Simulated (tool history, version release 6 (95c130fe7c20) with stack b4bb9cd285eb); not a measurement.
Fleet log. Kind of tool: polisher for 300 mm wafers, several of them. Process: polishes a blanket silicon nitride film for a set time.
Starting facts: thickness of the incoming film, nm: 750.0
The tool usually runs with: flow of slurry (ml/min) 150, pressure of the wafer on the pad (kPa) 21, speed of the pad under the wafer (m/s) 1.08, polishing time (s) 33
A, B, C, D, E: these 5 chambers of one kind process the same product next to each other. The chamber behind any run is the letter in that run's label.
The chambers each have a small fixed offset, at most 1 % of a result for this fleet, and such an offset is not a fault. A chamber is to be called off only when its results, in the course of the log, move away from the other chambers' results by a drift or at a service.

run,hour,flow of slurry (ml/min),pressure of the wafer on the pad (kPa),speed of the pad under the wafer (m/s),polishing time (s),film removed (nm)
# hour 0.6: chamber A: worn pad replaced by a new one
# hour 7.5: chamber E: worn pad replaced by a new one
1D,12.1,150,21,1.08,33,42.244
2A,21.7,150,21,1.08,33,42.031
# hour 30.1: chamber C: worn pad replaced by a new one
3C,31,150,21,1.08,33,41.854
# hour 31.9: chamber D: worn pad replaced by a new one
4E,45.8,150,21,1.08,33,41.705
# hour 48.4: chamber B: worn pad replaced by a new one
5B,52.5,150,21,1.08,33,41.675
6C,59.9,150,21,1.08,33,42.252
7A,71.8,125,21,1.08,33,41.092
# hour 77.9: chamber A: worn pad replaced by a new one
8B,84.7,125,21,1.08,33,40.726
# hour 90.5: chamber E: worn pad replaced by a new one
9E,97.6,125,21,1.08,33,40.709
10D,108.3,125,21,1.08,33,40.323
11A,120.4,125,21,1.08,33,40.564
12B,132.5,150,21,1.08,33,41.997
13D,142.7,150,21,1.08,33,41.57
# hour 147.8: chamber B: head pressure recalibrated
14C,156,150,21,1.08,33,41.252
# hour 156.4: chamber B: worn pad replaced by a new one
15E,163.6,150,21,1.08,33,41.66
# hour 165: chamber A: worn pad replaced by a new one
16A,171.2,150,21,1.08,33,42.271
17B,178.7,150,21,1.08,33,42.138
# hour 182.5: chamber C: worn pad replaced by a new one
# hour 183.6: chamber D: worn pad replaced by a new one
# hour 187.6: chamber E: worn pad replaced by a new one
18E,191.9,150,21,1.08,33,42.388
19C,206.5,150,21,1.08,33,40.65
20D,220.7,150,21,1.08,33,42.17
21D,232.4,150,21,1.08,33,42.256
22E,244.7,150,21,1.08,33,41.999
23A,252.5,150,21,1.08,33,42.657
# hour 254.7: chamber A: worn pad replaced by a new one
24C,265.4,175,21,1.08,41,51.693
25B,278.7,175,21,1.08,41,53.639
# hour 281.7: chamber B: worn pad replaced by a new one
# hour 288: chamber E: worn pad replaced by a new one
26B,288.4,175,21,1.08,41,53.659
# hour 295.6: chamber B: slurry nozzle cleaned
27C,296.3,175,21,1.08,41,50.654
28A,310.2,175,21,1.08,41,54.511
29E,321,150,21,1.08,33,42.826
# hour 332.7: chamber A: worn pad replaced by a new one
30D,334.4,150,21,1.08,33,42.019
# hour 335.6: chamber D: worn pad replaced by a new one
31C,347.8,150,21,1.08,33,39.32
32E,360.7,150,21,1.08,33,42.563
# hour 367.7: chamber A: head pressure recalibrated
33A,369,150,21,1.08,33,42.36
34D,380,150,21,1.08,33,42.109
35B,390.7,150,21,1.08,33,41.98

Read the log: is a single chamber off, either drifting away or since a service, is the gauge that measures every chamber drifting, or is nothing wrong beyond small per-chamber offsets? Name any odd chamber and what most likely caused it.

One chamber, C, drifts off from the rest bit by bit.
Cause: slurry flow missing at the pad, % = 35.8.
With only this log, it may be confused with: head's pressure below its setpoint, %.

Which of the 4 candidates below, each the usual settings with something changed and its results left as question marks, puts chamber C back in line with what the other chambers give on the usual settings?
Counts as in line when no further than this from what the other chambers average on the usual settings: film removed (nm) 0.98
36C-1,401.3,150,20.7,1,29,?
36C-2,401.3,155,20.7,1.18,37,?
36C-3,401.3,145,20.7,0.98,33,?
36C-4,401.3,150,21.4,1.08,35,?

The mean the other chambers reach with the usual settings: film removed (nm) 42.055
run,film removed (nm)
36C-1,31.834
36C-2,46.845
36C-3,35.316
36C-4,42.239
The answer is 36C-4, which returns the chamber to within the allowed miss of the others.

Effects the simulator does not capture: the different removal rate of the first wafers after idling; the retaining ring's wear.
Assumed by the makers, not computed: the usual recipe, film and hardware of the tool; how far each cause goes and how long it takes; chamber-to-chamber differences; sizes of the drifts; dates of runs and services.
